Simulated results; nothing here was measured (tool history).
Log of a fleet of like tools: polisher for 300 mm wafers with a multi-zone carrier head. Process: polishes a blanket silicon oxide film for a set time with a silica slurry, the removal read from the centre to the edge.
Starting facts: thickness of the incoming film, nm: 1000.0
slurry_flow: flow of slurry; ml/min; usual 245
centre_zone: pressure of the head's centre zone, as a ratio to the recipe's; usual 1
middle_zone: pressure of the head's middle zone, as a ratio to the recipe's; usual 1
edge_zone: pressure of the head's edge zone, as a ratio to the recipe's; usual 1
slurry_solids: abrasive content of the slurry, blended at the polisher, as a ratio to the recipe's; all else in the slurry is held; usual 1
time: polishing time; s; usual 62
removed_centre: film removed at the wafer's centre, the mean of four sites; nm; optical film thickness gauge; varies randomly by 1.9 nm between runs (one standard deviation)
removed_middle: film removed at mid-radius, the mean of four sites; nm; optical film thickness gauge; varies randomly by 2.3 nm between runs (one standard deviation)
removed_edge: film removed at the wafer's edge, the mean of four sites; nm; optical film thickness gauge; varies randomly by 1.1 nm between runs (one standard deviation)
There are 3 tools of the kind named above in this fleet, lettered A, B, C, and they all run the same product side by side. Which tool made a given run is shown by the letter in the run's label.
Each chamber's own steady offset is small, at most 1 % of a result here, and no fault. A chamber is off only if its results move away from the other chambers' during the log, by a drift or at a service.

run   hour  slurry_flow  centre_zone  middle_zone  edge_zone  slurry_solids  time  removed_centre  removed_middle  removed_edge
       0.2  -- chamber A: worn pad replaced by a new one
 1B    4.7          245            1            1          1              1    62          154.81          152.94        157.23
       6.7  -- chamber C: worn pad replaced by a new one
 2C    7.9          245            1            1          1              1    62           155.1          154.44        156.24
      10.4  -- chamber B: worn pad replaced by a new one
 3A   12.5          245            1            1          1              1    62          155.89          154.24        157.61
 4B   17.9          245            1            1          1              1    62          155.59          157.13        157.06
 5A   22.3          245            1            1          1              1    62          155.24          153.04        155.93
 6C   26.4          245            1            1          1              1    62          153.63          153.57        156.82
 7B     30          245            1            1          1              1    62          155.04          153.19        157.43
 8A   32.6          245         1.04            1          1              1    82          213.54          200.87        204.91
 9C     37          245         1.04            1          1              1    82           212.1          203.18        207.75
10B   39.6          245         1.04            1          1              1    82          217.64          209.16        206.87
      43.3  -- chamber A: edge zone pressure recalibrated
11A   44.9          245            1            1          1              1    62           152.9          155.74        154.74
12C   47.9          245            1            1          1              1    62          155.07           158.7        156.54
      48.4  -- chamber B: centre zone pressure recalibrated
13A   52.7          245            1            1          1              1    62          154.86          152.27        156.87
        55  -- chamber B: worn pad replaced by a new one
14B   55.6          245            1            1       1.09              1    62          155.93          149.99        163.58
15C     61          245            1            1       1.09              1    62           154.7          155.07        164.12
      62.4  -- chamber A: worn pad replaced by a new one
16A   64.6          245            1            1       1.09              1    62          156.95          155.34        164.76
17B   69.6          245            1            1          1              1    62           151.4          153.86        154.89
      75.2  -- chamber C: worn pad replaced by a new one
18C   75.3          245            1            1          1              1    62          155.82           154.7        155.37
19B   80.2          245            1            1          1              1    62          153.72          149.34        155.24
20C   85.4          245            1            1          1              1    62          153.95          151.63        158.71
21A   88.3          245            1            1          1              1    62          158.25          155.94        155.31
22B   91.4          245            1            1          1              1    62          150.57          149.35        153.07
23C     96          245            1            1          1              1    62           153.4          156.79        157.33
     100.1  -- chamber B: worn pad replaced by a new one
24A  100.3          245            1            1          1              1    62          151.81           152.5        156.98
25C  104.6          245            1            1          1              1    62          153.28          157.62        156.86
26A  107.3          245            1            1          1              1    62          157.09           151.8        155.01
27B  110.4          245            1            1          1              1    62          146.71          148.68        151.23
28B  114.5          245            1            1          1              1    62          152.54          148.02        151.01
29A  117.6          245            1            1          1              1    62          154.48          155.52        154.69
30C  120.5          245            1            1          1              1    62          157.72          155.34        156.79
31B  126.2          245            1         0.91          1              1    62          144.59          135.42           152
32C  129.6          245            1         0.91          1              1    62          151.99          143.85        157.95

One chamber off, gauge drift, or nothing amiss beyond the chambers' own small offsets? If it is a chamber, which one, and what is the likeliest cause?

It is chamber B that slowly wanders off from its peers.
Cause: slurry flow missing at the pad, % = 35.2.

Which of the 4 candidates below, each the usual settings with something changed and its results left as question marks, puts chamber B back in line with what the other chambers give on the usual settings?
In line means no further than this from the other chambers' mean on the usual settings: removed_centre 6.6 nm; removed_middle 8.1 nm; removed_edge 4 nm
33B-1  133.8          235         0.98         0.96       1.03           0.95    57               ?               ?             ?
33B-2  133.8          255         1.02         1.04       0.97           1.05    67               ?               ?             ?
33B-3  133.8          250         1.01         1.02       0.99              1    65               ?               ?             ?
33B-4  133.8          240         0.99         0.98       1.01              1    59               ?               ?             ?

Other chambers, usual settings, mean: removed_centre 155.17 nm; removed_middle 155.37 nm; removed_edge 156.4 nm
  run  removed_centre  removed_middle  removed_edge
33B-1          126.26          126.07        136.35
33B-2          165.14          169.53        164.18
33B-3          154.38          157.44        157.09
33B-4          135.99          136.77        143.45
33B-3 puts the chamber back in line with the other chambers.
